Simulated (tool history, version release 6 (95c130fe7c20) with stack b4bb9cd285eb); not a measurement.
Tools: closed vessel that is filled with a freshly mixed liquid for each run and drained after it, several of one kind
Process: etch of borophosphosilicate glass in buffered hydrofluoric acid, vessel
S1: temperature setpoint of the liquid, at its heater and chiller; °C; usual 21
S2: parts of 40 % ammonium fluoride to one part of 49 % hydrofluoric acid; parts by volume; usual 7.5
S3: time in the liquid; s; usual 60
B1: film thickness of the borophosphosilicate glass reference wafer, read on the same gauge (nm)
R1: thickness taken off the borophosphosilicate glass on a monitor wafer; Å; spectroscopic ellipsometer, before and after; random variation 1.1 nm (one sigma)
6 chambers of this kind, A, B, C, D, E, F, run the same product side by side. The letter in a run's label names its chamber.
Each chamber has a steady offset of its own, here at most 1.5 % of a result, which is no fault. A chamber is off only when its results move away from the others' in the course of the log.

{"run": "1E", "day": 0.354, "S1": 21, "S2": 7.5, "S3": 60, "B1": 79.964, "R1": 1357.2}
{"run": "2F", "day": 0.783, "S1": 21, "S2": 7.5, "S3": 60, "B1": 79.985, "R1": 1353.7}
{"run": "3D", "day": 1.229, "S1": 21, "S2": 7.5, "S3": 60, "B1": 79.989, "R1": 1342.9}
{"run": "4C", "day": 1.696, "S1": 21, "S2": 7.5, "S3": 60, "B1": 79.988, "R1": 1340.5}
{"run": "5B", "day": 2.179, "S1": 21, "S2": 7.5, "S3": 60, "B1": 80.031, "R1": 1368.1}
{"run": "6A", "day": 2.604, "S1": 21, "S2": 7.5, "S3": 60, "B1": 80.016, "R1": 1360.5}
{"run": "7C", "day": 3.008, "S1": 21, "S2": 7.5, "S3": 60, "B1": 79.979, "R1": 1336.4}
{"run": "8A", "day": 3.471, "S1": 21, "S2": 7.5, "S3": 60, "B1": 79.973, "R1": 1370.1}
{"run": "9D", "day": 3.808, "S1": 21, "S2": 7.5, "S3": 60, "B1": 79.999, "R1": 1356.1}
{"run": "10F", "day": 4.158, "S1": 21, "S2": 7.5, "S3": 60, "B1": 80.005, "R1": 1360.4}
{"run": "11E", "day": 4.471, "S1": 21, "S2": 7.5, "S3": 35, "B1": 80.05, "R1": 794.94}
{"run": "12B", "day": 5.021, "S1": 21, "S2": 7.5, "S3": 35, "B1": 80.035, "R1": 810.56}
{"run": "13A", "day": 5.558, "S1": 21, "S2": 7.5, "S3": 35, "B1": 80.021, "R1": 777.81}
{"run": "14F", "day": 6.025, "S1": 21, "S2": 7.5, "S3": 35, "B1": 79.994, "R1": 795.36}
{"run": "15C", "day": 6.558, "S1": 21, "S2": 7.5, "S3": 35, "B1": 79.994, "R1": 775.27}
{"run": "16D", "day": 6.829, "S1": 21, "S2": 7.5, "S3": 35, "B1": 80.016, "R1": 794.28}
{"run": "17E", "day": 7.321, "S1": 21, "S2": 7.5, "S3": 60, "B1": 80.028, "R1": 1354.7}
{"run": "18B", "day": 7.854, "S1": 21, "S2": 7.5, "S3": 60, "B1": 79.956, "R1": 1375.4}
{"run": "19F", "day": 8.388, "S1": 21, "S2": 9.5, "S3": 60, "B1": 79.985, "R1": 1076}
{"run": "20D", "day": 8.675, "S1": 21, "S2": 9.5, "S3": 60, "B1": 80.042, "R1": 1056}
{"run": "21C", "day": 9.025, "S1": 21, "S2": 9.5, "S3": 60, "B1": 80.02, "R1": 1055.9}
{"run": "22A", "day": 9.55, "S1": 21, "S2": 9.5, "S3": 60, "B1": 79.978, "R1": 1076.9}
{"run": "23B", "day": 9.858, "S1": 21, "S2": 9.5, "S3": 60, "B1": 80, "R1": 1093.6}
{"run": "24E", "day": 10.125, "S1": 21, "S2": 9.5, "S3": 60, "B1": 80.014, "R1": 1069.7}
{"run": "25F", "day": 10.683, "S1": 21, "S2": 7.5, "S3": 60, "B1": 79.977, "R1": 1356.1}
{"run": "26E", "day": 11.004, "S1": 21, "S2": 7.5, "S3": 60, "B1": 80.012, "R1": 1347.1}
{"run": "27C", "day": 11.267, "S1": 21, "S2": 7.5, "S3": 60, "B1": 80.004, "R1": 1352.6}
{"run": "28A", "day": 11.796, "S1": 21, "S2": 7.5, "S3": 60, "B1": 79.998, "R1": 1347.7}
{"run": "29D", "day": 12.133, "S1": 21, "S2": 7.5, "S3": 60, "B1": 79.975, "R1": 1370}
{"run": "30B", "day": 12.446, "S1": 21, "S2": 7.5, "S3": 60, "B1": 79.976, "R1": 1369.8}
{"run": "31D", "day": 12.692, "S1": 21, "S2": 7.5, "S3": 60, "B1": 80.023, "R1": 1359.1}
{"run": "32E", "day": 13.167, "S1": 21, "S2": 7.5, "S3": 60, "B1": 80.038, "R1": 1356.8}
{"run": "33A", "day": 13.696, "S1": 21, "S2": 7.5, "S3": 60, "B1": 80.022, "R1": 1352}
{"run": "34C", "day": 14.012, "S1": 21, "S2": 7.5, "S3": 60, "B1": 80.009, "R1": 1350.5}
{"run": "35F", "day": 14.292, "S1": 21, "S2": 7.5, "S3": 30, "B1": 79.998, "R1": 680.39}
{"run": "36B", "day": 14.754, "S1": 21, "S2": 7.5, "S3": 30, "B1": 79.939, "R1": 695.64}
{"day": 15.008, "done": "chamber C: thermometer replaced"}
{"run": "37F", "day": 15.196, "S1": 21, "S2": 7.5, "S3": 30, "B1": 79.974, "R1": 680.93}
{"run": "38A", "day": 15.679, "S1": 21, "S2": 7.5, "S3": 30, "B1": 80.024, "R1": 690.02}
{"run": "39D", "day": 15.946, "S1": 21, "S2": 7.5, "S3": 30, "B1": 79.977, "R1": 671.38}
{"run": "40B", "day": 16.333, "S1": 21, "S2": 7.5, "S3": 30, "B1": 79.999, "R1": 682.07}
{"run": "41E", "day": 16.629, "S1": 21, "S2": 7.5, "S3": 60, "B1": 79.972, "R1": 1357.8}
{"run": "42C", "day": 16.888, "S1": 21, "S2": 7.5, "S3": 60, "B1": 79.999, "R1": 1339.1}
{"run": "43C", "day": 17.3, "S1": 17, "S2": 7.5, "S3": 60, "B1": 79.979, "R1": 1067.7}
{"run": "44D", "day": 17.817, "S1": 17, "S2": 7.5, "S3": 60, "B1": 80.018, "R1": 1088.4}

Next, every chamber runs the same settings. What will each give?
{"run": "45A", "day": 18.221, "S1": 18, "S2": 7.5, "S3": 60, "R1": "?"}
{"run": "45B", "day": 18.221, "S1": 18, "S2": 7.5, "S3": 60, "R1": "?"}
{"run": "45C", "day": 18.221, "S1": 18, "S2": 7.5, "S3": 60, "R1": "?"}
{"run": "45D", "day": 18.221, "S1": 18, "S2": 7.5, "S3": 60, "R1": "?"}
{"run": "45E", "day": 18.221, "S1": 18, "S2": 7.5, "S3": 60, "R1": "?"}
{"run": "45F", "day": 18.221, "S1": 18, "S2": 7.5, "S3": 60, "R1": "?"}

run=45A R1=1139.4
run=45B R1=1155.3
run=45C R1=1142.5
run=45D R1=1157.4
run=45E R1=1165.4
run=45F R1=1154.1
